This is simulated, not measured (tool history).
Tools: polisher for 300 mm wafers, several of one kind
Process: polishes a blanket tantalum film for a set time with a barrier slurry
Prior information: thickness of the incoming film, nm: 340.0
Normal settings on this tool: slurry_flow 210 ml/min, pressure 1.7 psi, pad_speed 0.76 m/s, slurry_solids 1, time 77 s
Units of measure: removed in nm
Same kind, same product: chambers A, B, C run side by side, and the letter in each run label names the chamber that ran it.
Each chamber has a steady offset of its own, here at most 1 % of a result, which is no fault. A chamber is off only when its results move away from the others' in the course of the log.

run    day  slurry_flow  pressure  pad_speed  slurry_solids  time  wafers polished on this pad  hours since the slurry nozzle was cleaned  hours since the head pressure was calibrated  hours since the slurry blender was calibrated  removed
 1A    0.3          210       1.7       0.76              1    77                          123                                        757                                        1066.7                                          162.5   84.749
 2B  0.533          210       1.7       0.76              1    77                          228                                      291.9                                         727.1                                          108.1   83.505
 3C  0.742          210       1.7       0.76              1    77                          817                                      565.7                                         766.1                                          124.3   82.177
 4C  0.888          210       1.7       0.76              1    77                          844                                      569.2                                         769.6                                          127.8   83.435
     1.038  -- chamber A: slurry nozzle cleaned
 5A  1.112          210       1.7       0.76              1    77                          277                                        1.9                                        1086.2                                            182   84.436
     1.229  -- chamber A: slurry blender recalibrated
     1.308  -- chamber A: head pressure recalibrated
 6B  1.442          210       1.7       0.76              1    77                          401                                      313.7                                         748.9                                          129.9   82.895
 7C  1.608          210       1.7       0.76              1    77                          981                                      586.5                                         786.9                                          145.1   83.543
 8A  1.854          210       1.7       0.76              1    77                          418                                       19.7                                          13.1                                           15.1   83.121
 9B  2.067          210       1.7       0.76              1    77                          520                                      328.7                                         763.9                                          144.9   83.559
10B  2.275          210       1.7       0.76              1    77                          559                                      333.7                                         768.9                                          149.9   83.135
     2.542  -- chamber C: worn pad replaced by a new one
11C  2.554          210       1.7       0.76              1    56                            2                                      609.2                                         809.6                                          167.8   61.052
12A  2.725          210       1.7       0.76              1    56                          584                                       40.6                                            34                                             36   60.528
13B    2.9          210       1.7       0.76              1    56                          678                                      348.7                                         783.9                                          164.9   60.978
14A  3.167          265       1.7       0.76              1    77                          668                                       51.2                                          44.6                                           46.6   84.712
15C  3.358          265       1.7       0.76              1    77                          155                                      628.5                                         828.9                                          187.1   86.053
     3.408  -- chamber B: head pressure recalibrated
16C  3.692          265       1.7       0.76              1    77                          218                                      636.5                                         836.9                                          195.1   87.268
17A  3.962          210       1.7       0.76              1    77                          819                                       70.3                                          63.7                                           65.7   84.821
18B   4.25          210       1.7       0.76              1    77                          934                                      381.1                                          20.2                                          197.3   91.463
19C  4.579          210       1.7       0.76              1    77                          387                                      657.8                                         858.2                                          216.4   83.961
     4.608  -- chamber C: head pressure recalibrated
20B   4.85          210       1.7       0.76              1    77                         1048                                      395.5                                          34.6                                          211.7   90.718
21A  5.188          210       1.7       0.76              1    77                         1052                                       99.7                                          93.1                                           95.1   84.039
22B  5.342          160       1.4       0.76              1    77                         1142                                      407.3                                          46.4                                          223.5   71.572
     5.658  -- chamber B: slurry blender recalibrated
23C  5.667          160       1.4       0.76              1    77                          593                                      683.9                                          25.4                                          242.5   67.451
     5.725  -- chamber A: worn pad replaced by a new one
24A  5.821          160       1.4       0.76              1    77                           18                                      114.9                                         108.3                                          110.3   67.098
25C  6.033          210       1.7       0.76              1    77                          663                                      692.7                                          34.2                                          251.3   84.368
     6.096  -- chamber B: worn pad replaced by a new one
26B  6.183          210       1.7       0.76              1    77                           17                                      427.5                                          66.6                                           12.7   92.114
27A  6.375          210       1.7       0.76              1    77                          123                                      128.2                                         121.6                                          123.6   84.133
28B  6.704          210       1.7       0.76              1    77                          116                                        440                                          79.1                                           25.2   91.108

Is one chamber out of step, is the gauge drifting, or do the chambers differ by no more than their own small offsets? For an off chamber, give its letter and the likeliest cause.

Chamber B has stood off from the others ever since a service on it.
Likeliest cause: head's pressure above its setpoint, % = 8.91.

Chamber B could run next with any of the 4 candidate recipes listed below; each alters the usual settings, and their results appear as question marks. Which one brings its results back in line with what the other chambers deliver on the usual settings?
A result is in line if it is within this distance of the other chambers' mean on the usual settings: removed 2.9 nm
29B-1  6.946          245       1.7       0.76           1.25    77                                                                                                                                                                             ?
29B-2  6.946          210       1.7       0.78              1    77                                                                                                                                                                             ?
29B-3  6.946          210       1.7       0.76              1    71                                                                                                                                                                             ?
29B-4  6.946          210       1.7       0.76              1    76                                                                                                                                                                             ?

Other chambers, usual settings, mean: removed 83.81 nm
  run  removed
29B-1   98.245
29B-2   93.422
29B-3   83.901
29B-4   89.809
29B-3 is the one that brings the chamber's results back in line with the other chambers.
